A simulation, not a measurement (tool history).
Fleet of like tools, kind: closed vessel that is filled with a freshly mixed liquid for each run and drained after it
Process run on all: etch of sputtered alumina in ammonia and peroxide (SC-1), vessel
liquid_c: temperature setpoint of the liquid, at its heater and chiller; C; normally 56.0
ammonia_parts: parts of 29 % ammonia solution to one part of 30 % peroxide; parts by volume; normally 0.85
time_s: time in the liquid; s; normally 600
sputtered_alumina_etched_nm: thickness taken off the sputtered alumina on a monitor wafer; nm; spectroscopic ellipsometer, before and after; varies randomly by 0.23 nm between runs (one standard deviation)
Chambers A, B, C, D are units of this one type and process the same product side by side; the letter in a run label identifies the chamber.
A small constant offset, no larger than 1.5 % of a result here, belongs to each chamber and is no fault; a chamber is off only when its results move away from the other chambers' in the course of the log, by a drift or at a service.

run	hour	liquid_c	ammonia_parts	time_s	hours since the thermometer was replaced	hours since the ammonia flow meter was replaced	hours since the drum of ammonia solution was connected	read-back film thickness of the sputtered alumina reference wafer, read on the same gauge (nm)	sputtered_alumina_etched_nm
1C	6.5	56.0	0.85	600	1104.9	840.0	872.9	110.02	29.002
2D	16.0	56.0	0.85	600	393.1	162.3	325.9	110.03	29.427
3A	22.7	56.0	0.85	600	2091.0	2070.3	504.6	109.98	28.984
4B	31.7	56.0	0.85	600	521.4	1244.5	117.0	110.01	28.951
5D	36.5	56.0	0.85	600	413.6	182.8	346.4	110.00	29.106
6A	44.1	56.0	0.85	600	2112.4	2091.7	526.0	110.00	29.061
7B	51.0	52.5	0.85	600	540.7	1263.8	136.3	110.03	24.127
8C	55.6	52.5	0.85	600	1154.0	889.1	922.0	109.98	23.633
# hour 62.6: chamber C: new drum of ammonia solution connected
9D	65.0	52.5	0.85	600	442.1	211.3	374.9	110.00	23.967
10B	74.0	52.5	0.85	600	563.7	1286.8	159.3	109.96	24.118
11A	80.4	56.0	0.85	600	2148.7	2128.0	562.3	110.00	28.958
# hour 87.1: chamber D: new drum of ammonia solution connected
12C	87.3	56.0	0.85	600	1185.7	920.8	24.8	110.03	28.859
13A	91.6	56.0	0.85	600	2159.9	2139.2	573.5	110.00	29.338
14C	97.5	56.0	0.85	600	1195.9	931.0	35.0	110.02	28.823
15D	105.0	56.0	0.85	600	482.1	251.3	18.0	110.05	29.192
16B	110.6	56.0	0.85	600	600.3	1323.4	195.9	109.97	28.129
17B	117.7	56.0	0.85	600	607.4	1330.5	203.0	109.99	28.122
18D	126.2	56.0	0.85	600	503.3	272.5	39.2	110.01	29.438
19A	133.3	56.0	0.85	600	2201.6	2180.9	615.2	109.98	28.966
20C	141.6	56.0	0.85	600	1240.0	975.1	79.1	109.98	28.384
# hour 145.7: chamber C: ammonia flow meter replaced
21C	146.9	56.0	0.85	600	1245.3	1.3	84.4	109.98	28.750
22B	154.1	56.0	0.85	600	643.8	1366.9	239.4	110.00	27.879
23A	162.7	56.0	0.85	600	2231.0	2210.3	644.6	109.98	29.075
24D	166.9	56.0	0.85	600	544.0	313.2	79.9	110.02	29.034
25D	174.5	56.0	0.85	600	551.6	320.8	87.5	110.03	29.062
26B	179.9	56.0	0.85	600	669.6	1392.7	265.2	109.96	27.450
27C	184.6	56.0	0.85	600	1283.0	39.0	122.1	109.98	28.856
28A	190.6	56.0	0.85	600	2258.9	2238.2	672.5	109.98	29.337
29A	198.6	56.0	0.85	600	2266.9	2246.2	680.5	110.01	28.920
30B	207.6	56.0	0.85	600	697.3	1420.4	292.9	110.02	27.123
31D	215.3	56.0	0.85	600	592.4	361.6	128.3	109.96	29.028
32C	223.3	56.0	0.85	600	1321.7	77.7	160.8	109.97	28.767
33A	227.8	56.0	0.85	760	2296.1	2275.4	709.7	110.04	36.917
34C	236.4	56.0	0.85	760	1334.8	90.8	173.9	109.97	36.174

Next, all 4 chambers run the settings below, one line each with question marks for the results. What does each chamber give?
35A	243.2	56.0	0.85	600					?
35B	243.2	56.0	0.85	600					?
35C	243.2	56.0	0.85	600					?
35D	243.2	56.0	0.85	600					?

run	sputtered_alumina_etched_nm
35A	28.805
35B	27.246
35C	28.431
35D	28.749
